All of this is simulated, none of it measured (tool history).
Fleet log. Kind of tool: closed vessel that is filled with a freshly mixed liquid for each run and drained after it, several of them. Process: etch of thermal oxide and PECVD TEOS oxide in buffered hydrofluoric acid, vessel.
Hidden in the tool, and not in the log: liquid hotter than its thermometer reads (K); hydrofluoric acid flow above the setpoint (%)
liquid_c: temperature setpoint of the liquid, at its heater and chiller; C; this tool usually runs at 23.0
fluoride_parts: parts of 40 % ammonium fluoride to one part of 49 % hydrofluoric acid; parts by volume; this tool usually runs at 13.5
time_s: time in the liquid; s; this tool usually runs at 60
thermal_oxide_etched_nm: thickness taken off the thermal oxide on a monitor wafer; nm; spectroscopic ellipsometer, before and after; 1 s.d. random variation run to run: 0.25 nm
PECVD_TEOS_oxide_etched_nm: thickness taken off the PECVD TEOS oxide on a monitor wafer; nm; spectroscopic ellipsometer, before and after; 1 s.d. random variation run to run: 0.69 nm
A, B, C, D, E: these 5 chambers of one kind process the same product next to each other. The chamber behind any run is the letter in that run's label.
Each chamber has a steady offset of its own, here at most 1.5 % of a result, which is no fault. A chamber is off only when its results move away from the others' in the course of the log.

run	hour	liquid_c	fluoride_parts	time_s	hours since the thermometer was replaced	hours since the hydrofluoric acid flow meter was replaced	read-back film thickness of the thermal oxide reference wafer, read on the same gauge (nm)	read-back film thickness of the PECVD TEOS oxide reference wafer, read on the same gauge (nm)	thermal_oxide_etched_nm	PECVD_TEOS_oxide_etched_nm
# hour 3.7: chamber B: thermometer replaced
1B	5.3	23.0	13.5	60	1.7	907.6	120.01	50.025	46.767	93.486
2E	10.3	23.0	13.5	60	1028.6	1320.6	119.99	49.995	46.605	93.867
3D	21.2	23.0	13.5	60	526.2	320.5	120.00	50.002	47.260	94.283
4A	26.2	23.0	13.5	60	2798.7	908.7	119.97	49.995	47.057	94.226
5C	33.3	23.0	13.5	60	1788.6	413.9	120.00	50.002	46.563	95.139
6D	40.7	23.0	13.5	60	545.7	340.0	119.98	50.028	47.300	93.168
7E	49.3	23.0	13.5	60	1067.6	1359.6	119.97	50.017	46.393	95.485
8B	59.0	27.5	13.5	60	55.4	961.3	119.99	49.985	59.766	118.700
9A	67.1	27.5	13.5	60	2839.6	949.6	120.01	50.030	60.622	120.920
10C	72.5	27.5	13.5	60	1827.8	453.1	119.99	49.989	59.699	120.910
11D	81.3	27.5	13.5	60	586.3	380.6	120.05	50.055	60.484	120.680
12A	86.9	27.5	13.5	60	2859.4	969.4	119.99	50.011	60.513	119.080
13B	93.3	23.0	13.5	60	89.7	995.6	120.02	50.006	46.600	93.988
# hour 99.8: chamber C: hydrofluoric acid flow meter replaced
14E	101.2	23.0	15.0	30	1119.5	1411.5	119.99	49.979	20.913	42.361
15C	110.9	23.0	15.0	30	1866.2	11.2	120.02	49.986	21.042	42.469
16A	121.8	23.0	15.0	30	2894.3	1004.3	120.01	49.992	21.170	41.832
17B	128.2	23.0	15.0	30	124.6	1030.5	120.00	50.023	20.996	42.045
18C	134.7	23.0	15.0	30	1890.0	35.0	120.01	49.997	21.062	42.383
19E	145.0	23.0	13.5	60	1163.3	1455.3	119.99	50.015	46.711	93.273
20D	154.1	23.0	13.5	60	659.1	453.4	120.00	50.023	47.555	95.367
21E	162.2	23.0	13.5	60	1180.5	1472.5	120.05	50.033	46.829	94.791
22C	167.8	23.0	13.5	60	1923.1	68.1	120.00	50.014	46.374	93.413
# hour 176.6: chamber A: thermometer replaced
23D	177.3	18.5	13.5	30	682.3	476.6	119.99	50.012	18.533	36.688
24B	186.8	18.5	13.5	30	183.2	1089.1	120.03	49.990	17.992	36.484
25A	197.3	18.5	13.5	30	20.8	1079.8	119.98	50.057	18.069	36.390
26A	206.8	18.5	13.5	30	30.3	1089.3	120.00	50.030	18.253	36.227
27B	215.7	18.5	13.5	30	212.1	1118.0	120.00	50.027	18.079	36.424
28C	222.9	23.0	13.5	60	1978.2	123.2	119.98	49.975	46.895	94.225
29D	229.4	23.0	13.5	60	734.4	528.7	119.96	50.005	47.426	95.048
30E	236.6	23.0	13.5	60	1254.9	1546.9	119.99	49.927	46.605	94.700
31E	243.6	23.0	13.5	60	1261.9	1553.9	120.01	49.988	46.834	93.093
32B	253.8	23.0	13.5	60	250.2	1156.1	119.99	50.033	46.350	93.163
33D	259.5	27.5	13.5	60	764.5	558.8	120.01	49.997	60.483	120.380
34A	264.6	27.5	13.5	60	88.1	1147.1	120.02	50.030	60.381	121.300
35C	270.7	27.5	13.5	60	2026.0	171.0	120.03	49.942	59.766	120.430
36C	279.1	27.5	13.5	60	2034.4	179.4	119.99	50.019	59.785	119.680

For the next run the whole fleet of 5 chambers uses the same settings. Give each chamber's results:
37A	287.0	23.0	13.5	60					?	?
37B	287.0	23.0	13.5	60					?	?
37C	287.0	23.0	13.5	60					?	?
37D	287.0	23.0	13.5	60					?	?
37E	287.0	23.0	13.5	60					?	?

run	thermal_oxide_etched_nm	PECVD_TEOS_oxide_etched_nm
37A	47.014	93.352
37B	46.178	94.544
37C	46.892	93.220
37D	47.460	95.231
37E	46.891	93.082
